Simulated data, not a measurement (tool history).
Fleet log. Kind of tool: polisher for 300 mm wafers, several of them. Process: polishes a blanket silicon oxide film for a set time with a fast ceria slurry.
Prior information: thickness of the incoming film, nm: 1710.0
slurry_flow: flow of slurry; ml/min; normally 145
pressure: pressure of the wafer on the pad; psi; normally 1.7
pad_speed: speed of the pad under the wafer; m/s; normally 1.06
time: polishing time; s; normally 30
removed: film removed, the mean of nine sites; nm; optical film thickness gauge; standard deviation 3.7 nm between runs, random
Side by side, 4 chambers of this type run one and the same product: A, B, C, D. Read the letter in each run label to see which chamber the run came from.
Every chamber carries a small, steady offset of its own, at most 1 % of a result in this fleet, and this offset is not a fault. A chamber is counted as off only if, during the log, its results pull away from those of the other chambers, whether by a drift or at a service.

run    day  slurry_flow  pressure  pad_speed  time  wafers polished on this pad  hours since the slurry nozzle was cleaned  hours since the head pressure was calibrated  removed
 1B  0.329          145       1.7       1.06    30                          541                                      245.8                                         511.9    257.8
 2A  0.642          145       1.7       1.06    30                          835                                       47.7                                         155.3   258.08
 3C  0.892          145       1.7       1.06    30                          812                                      141.9                                         205.7   255.55
       0.9  -- chamber D: slurry nozzle cleaned
     1.067  -- chamber A: worn pad replaced by a new one
 4D  1.088          145       1.7       1.06    30                          995                                        4.5                                          93.2   262.07
 5A  1.271          145       1.7       1.06    30                           54                                       62.8                                         170.4   255.48
 6C  1.542          145       1.7       1.06    30                          983                                      157.5                                         221.3   264.66
 7B   1.85          145       1.7       1.06    30                          941                                      282.3                                         548.4   258.48
 8D  2.079          145       1.7       1.06    30                         1256                                       28.3                                           117   255.35
 9B   2.35          145       1.7       1.06    30                         1072                                      294.3                                         560.4   255.89
10C  2.604          145       1.7       1.06    30                         1262                                        183                                         246.8   256.35
     2.725  -- chamber D: worn pad replaced by a new one
11A  2.946          145       1.7       1.06    30                          495                                        103                                         210.6   255.43
12D  3.233          145       2.2       0.86    30                          134                                         56                                         144.7   266.65
     3.433  -- chamber C: worn pad replaced by a new one
     3.583  -- chamber B: worn pad replaced by a new one
13B  3.588          145       2.2       0.86    30                            1                                        324                                         590.1   270.21
14A  3.846          145       2.2       0.86    30                          731                                      124.6                                         232.2   268.17
15D  4.246          145       2.2       0.86    30                          400                                       80.3                                           169   273.66
16C  4.475          145       1.7       1.06    30                          274                                      227.9                                         291.7   250.17
17A  4.683          145       1.7       1.06    30                          951                                      144.7                                         252.3   257.84
18D  4.892          145       1.7       1.06    30                          570                                       95.8                                         184.5   259.14
     5.021  -- chamber A: worn pad replaced by a new one
19C  5.142          145       1.7       1.06    30                          449                                      243.9                                         307.7   261.93
20B  5.329          145       1.7       1.06    30                          459                                      365.8                                         631.9   256.15
21C  5.525          145       1.7       1.06    30                          550                                      253.1                                         316.9   259.32
22A  5.804          145       1.7       1.06    30                          206                                      171.6                                         279.2   255.74
23D  6.062          145       1.4       1.06    30                          878                                      123.9                                         212.6   210.88
24B  6.471          145       1.4       1.06    30                          759                                      393.2                                         659.3   208.48
25C  6.733          145       1.4       1.06    30                          868                                      282.1                                         345.9   216.61
     6.833  -- chamber B: head pressure recalibrated
26D  7.125          145       1.4       1.06    30                         1157                                      149.4                                         238.1   208.34
27B  7.483          145       1.7       1.06    30                         1025                                      417.5                                          15.6   255.33
     7.708  -- chamber C: worn pad replaced by a new one
28A  7.825          145       1.7       1.06    30                          737                                      220.1                                         327.7   246.21
29D  8.233          145       1.7       1.06    30                         1448                                        176                                         264.7   263.21
30C  8.438          145       1.7       1.06    30                          192                                        323                                         386.8    257.9

The same settings go to every chamber for the next run, one line per chamber below. Forecast the results for each:
31A  8.733          145       1.7       1.06    30                                                                                                                              ?
31B  8.733          145       1.7       1.06    30                                                                                                                              ?
31C  8.733          145       1.7       1.06    30                                                                                                                              ?
31D  8.733          145       1.7       1.06    30                                                                                                                              ?

run  removed
31A    261.6
31B   261.92
31C   252.01
31D   258.76

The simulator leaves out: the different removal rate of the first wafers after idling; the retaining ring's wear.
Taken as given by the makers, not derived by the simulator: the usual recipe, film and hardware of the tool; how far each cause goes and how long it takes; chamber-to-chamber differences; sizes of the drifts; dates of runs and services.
